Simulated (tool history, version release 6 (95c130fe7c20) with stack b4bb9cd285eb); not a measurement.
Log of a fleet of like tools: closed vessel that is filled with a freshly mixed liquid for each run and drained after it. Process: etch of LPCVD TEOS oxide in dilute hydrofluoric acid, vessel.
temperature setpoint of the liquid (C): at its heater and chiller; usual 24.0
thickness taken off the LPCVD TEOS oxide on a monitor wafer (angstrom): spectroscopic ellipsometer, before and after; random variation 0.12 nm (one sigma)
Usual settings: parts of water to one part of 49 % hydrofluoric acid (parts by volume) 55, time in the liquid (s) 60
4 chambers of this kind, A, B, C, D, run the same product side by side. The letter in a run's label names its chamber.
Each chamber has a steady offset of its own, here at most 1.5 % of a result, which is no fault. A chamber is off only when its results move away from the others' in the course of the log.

| run | hour | temperature setpoint of the liquid (C) | parts of water to one part of 49 % hydrofluoric acid (parts by volume) | time in the liquid (s) | read-back film thickness of the LPCVD TEOS oxide reference wafer, read on the same gauge (nm) | thickness taken off the LPCVD TEOS oxide on a monitor wafer (angstrom) |
|---|---|---|---|---|---|---|
| 1A | 3.5 | 24.0 | 55 | 60 | 89.977 | 191.82 |
| 2C | 6.7 | 24.0 | 55 | 60 | 89.992 | 191.92 |
| 3B | 10.6 | 24.0 | 55 | 60 | 89.980 | 191.16 |
| 4D | 13.9 | 24.0 | 55 | 60 | 89.995 | 195.07 |
| 5A | 17.8 | 24.0 | 75 | 90 | 89.972 | 204.62 |
| 6D | 21.6 | 24.0 | 75 | 90 | 89.980 | 210.21 |
| 7C | 26.7 | 24.0 | 75 | 90 | 90.024 | 206.47 |
| 8B | 31.9 | 24.0 | 75 | 90 | 89.989 | 206.86 |
| 9A | 35.6 | 24.0 | 55 | 60 | 90.004 | 192.07 |
| 10C | 39.8 | 24.0 | 55 | 60 | 89.995 | 193.10 |
| 11B | 43.7 | 24.0 | 55 | 60 | 89.988 | 191.40 |
| 12D | 47.3 | 24.0 | 55 | 60 | 89.971 | 193.92 |
| 13B | 52.1 | 20.5 | 55 | 90 | 89.960 | 249.56 |
| 14D | 56.0 | 20.5 | 55 | 90 | 89.973 | 251.38 |
| 15A | 59.7 | 20.5 | 55 | 90 | 89.986 | 250.59 |
| 16C | 62.6 | 20.5 | 55 | 90 | 89.995 | 248.74 |
| 17A | 67.6 | 24.0 | 55 | 60 | 89.981 | 193.12 |
| 18D | 70.4 | 24.0 | 55 | 60 | 90.034 | 195.26 |
| 19C | 73.5 | 24.0 | 55 | 60 | 90.045 | 193.37 |
| 20B | 77.5 | 24.0 | 55 | 60 | 89.995 | 192.53 |
| 21D | 82.5 | 21.5 | 40 | 60 | 89.979 | 246.40 |
| 22A | 86.1 | 21.5 | 40 | 60 | 89.982 | 244.61 |
| 23B | 88.7 | 21.5 | 40 | 60 | 90.040 | 243.28 |
| 24C | 92.5 | 21.5 | 40 | 60 | 90.038 | 244.11 |
| 25D | 96.6 | 24.0 | 55 | 60 | 90.011 | 196.03 |
| 26B | 101.5 | 24.0 | 55 | 60 | 89.970 | 193.22 |
| 27C | 105.2 | 24.0 | 55 | 60 | 89.996 | 192.92 |
| 28A | 108.6 | 24.0 | 55 | 60 | 90.042 | 195.25 |
| 29C | 113.9 | 19.5 | 45 | 60 | 89.981 | 198.05 |
| 30D | 116.8 | 19.5 | 45 | 60 | 90.006 | 198.61 |
| 31A | 121.2 | 19.5 | 45 | 60 | 90.038 | 199.55 |
| 32B | 126.5 | 19.5 | 45 | 60 | 89.992 | 196.82 |
| 33A | 129.5 | 24.0 | 55 | 60 | 89.988 | 193.27 |
| 34B | 132.1 | 24.0 | 55 | 60 | 90.001 | 192.15 |
| 35C | 137.4 | 24.0 | 45 | 90 | 89.939 | 355.90 |

Is one chamber off against the others, does the gauge drift, or is nothing wrong? If a chamber is off, say which, and what the likeliest cause is.

No chamber stands off beyond its own small offset, and the gauge holds steady.
